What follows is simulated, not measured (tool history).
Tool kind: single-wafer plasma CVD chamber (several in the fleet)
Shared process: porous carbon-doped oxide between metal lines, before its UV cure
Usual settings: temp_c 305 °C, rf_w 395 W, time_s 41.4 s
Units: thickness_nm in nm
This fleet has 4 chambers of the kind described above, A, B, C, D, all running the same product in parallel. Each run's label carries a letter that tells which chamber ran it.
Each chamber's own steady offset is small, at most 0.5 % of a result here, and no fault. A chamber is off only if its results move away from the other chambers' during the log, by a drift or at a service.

run	day	temp_c	rf_w	time_s	hours since the last thermocouple change	hours since the last RF generator calibration	read-back reference wafer on the same gauge, thickness_nm	thickness_nm
1A	0.346	305	395	41.4	466	153.1	173.02	182.04
2D	0.579	305	395	41.4	1833.3	118.8	173.17	181.24
3C	0.829	305	395	41.4	1298.5	347.5	173.13	180.91
4B	1.175	305	395	41.4	180.3	163.5	173.14	181.61
5A	1.5	305	395	41.4	493.7	180.8	173.18	182.2
6D	1.779	305	395	41.4	1862.1	147.6	173.31	181.17
7B	1.971	305	395	41.4	199.4	182.6	173.38	181.65
8C	2.283	305	395	41.4	1333.4	382.4	173.38	180.81
9D	2.592	305	395	41.4	1881.6	167.1	173.43	181.36
10B	2.854	305	395	41.4	220.6	203.8	173.41	181.48
11A	3.129	305	395	41.4	532.8	219.9	173.45	181.56
12C	3.283	305	395	41.4	1357.4	406.4	173.51	181.3
13D	3.488	305	395	41.4	1903.1	188.6	173.56	182.11
14C	3.646	305	395	35.8	1366.1	415.1	173.52	156.88
15B	3.875	305	395	35.8	245.1	228.3	173.57	157.66
16A	4.112	305	395	35.8	556.4	243.5	173.63	158.13
17B	4.442	305	395	35.8	258.7	241.9	173.61	157.28
18A	4.721	305	395	41.4	571	258.1	173.69	182.67
19C	4.896	305	395	41.4	1396.1	445.1	173.74	181.54
20D	5.146	305	395	41.4	1942.9	228.4	173.82	182.06
21D	5.392	305	395	41.4	1948.8	234.3	173.82	181.9
22B	5.596	305	395	41.4	286.4	269.6	173.79	181.82
23C	5.85	305	395	41.4	1419	468	173.86	181.4
24A	6.083	305	395	41.4	603.7	290.8	173.97	182.6
25B	6.267	291	395	41.4	302.5	285.7	173.93	197.28
26A	6.608	291	395	41.4	616.3	303.4	173.97	197.75
27C	6.817	291	395	41.4	1442.2	491.2	174	197.1
28D	7.154	291	395	41.4	1991.1	276.6	174.06	197.81
29C	7.479	305	395	41.4	1458.1	507.1	174.14	181.45
30D	7.658	305	395	41.4	2003.2	288.7	174.2	181.64
31A	7.838	305	395	41.4	645.8	332.9	174.15	182.77

Decide between three cases: one chamber stands off from its peers, the gauge reading all wafers drifts, or nothing is wrong past each chamber's small offset. Where a chamber is off, say which and what most likely put it there.

No chamber is off; the gauge reading every chamber's wafers drifts, which makes the whole fleet appear to move together.
Likeliest cause: gauge reads high (%) = 0.694.

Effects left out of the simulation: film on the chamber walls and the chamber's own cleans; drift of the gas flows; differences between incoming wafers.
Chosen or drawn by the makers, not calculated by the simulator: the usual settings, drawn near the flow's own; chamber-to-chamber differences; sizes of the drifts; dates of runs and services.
